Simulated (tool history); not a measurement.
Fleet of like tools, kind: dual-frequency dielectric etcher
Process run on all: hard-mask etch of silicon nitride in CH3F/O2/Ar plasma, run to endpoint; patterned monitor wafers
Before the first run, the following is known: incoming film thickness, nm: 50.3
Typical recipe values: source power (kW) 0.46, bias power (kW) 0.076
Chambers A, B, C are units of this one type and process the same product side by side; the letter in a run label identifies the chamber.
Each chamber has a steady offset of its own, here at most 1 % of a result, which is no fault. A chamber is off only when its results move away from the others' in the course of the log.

Run 1C, hour 7.9: usual settings. Result: endpoint time (s) 66.942.
Run 2B, hour 18.3: usual settings. Result: endpoint time (s) 68.505.
Run 3A, hour 31: usual settings. Result: endpoint time (s) 68.301.
Run 4B, hour 40.9: usual settings. Result: endpoint time (s) 67.723.
Run 5C, hour 47.4: usual settings. Result: endpoint time (s) 68.426.
Run 6A, hour 61.8: usual settings. Result: endpoint time (s) 68.963.
Run 7A, hour 68.8: usual settings but source power (kW) 0.38, bias power (kW) 0.067. Result: endpoint time (s) 76.461.
Run 8C, hour 82.2: usual settings but source power (kW) 0.38, bias power (kW) 0.067. Result: endpoint time (s) 75.683.
Run 9B, hour 91.8: usual settings but source power (kW) 0.38, bias power (kW) 0.067. Result: endpoint time (s) 76.367.
Run 10A, hour 105.5: usual settings. Result: endpoint time (s) 68.451.
Run 11B, hour 117.5: usual settings. Result: endpoint time (s) 68.156.
Run 12C, hour 131.8: usual settings. Result: endpoint time (s) 67.664.
Run 13A, hour 141.2: usual settings. Result: endpoint time (s) 68.216.
At hour 153.6: chamber C: wet clean of the chamber.
Run 14C, hour 155.8: usual settings. Result: endpoint time (s) 67.824.
Run 15B, hour 168.8: usual settings but bias power (kW) 0.07. Result: endpoint time (s) 69.744.
At hour 172.6: chamber C: bias power generator calibrated.
Run 16A, hour 176.7: usual settings but bias power (kW) 0.07. Result: endpoint time (s) 71.942.
Run 17B, hour 190.6: usual settings but bias power (kW) 0.07. Result: endpoint time (s) 70.746.
Run 18C, hour 203.3: usual settings. Result: endpoint time (s) 67.84.
Run 19B, hour 210.1: usual settings. Result: endpoint time (s) 68.329.
Run 20A, hour 217.8: usual settings. Result: endpoint time (s) 70.992.
Run 21C, hour 226.4: usual settings. Result: endpoint time (s) 67.481.
At hour 241: chamber A: bias power generator calibrated.
Run 22A, hour 241.2: usual settings. Result: endpoint time (s) 70.586.
Run 23B, hour 255.3: usual settings. Result: endpoint time (s) 68.581.
Run 24C, hour 262.9: usual settings. Result: endpoint time (s) 68.659.

Each of the 3 chambers runs these same settings next. Fill in every chamber's results:
Run 25A, hour 273.5: usual settings. Result: endpoint time (s) ?.
Run 25B, hour 273.5: usual settings. Result: endpoint time (s) ?.
Run 25C, hour 273.5: usual settings. Result: endpoint time (s) ?.

run  endpoint time (s)
25A             71.157
25B             68.496
25C             67.513
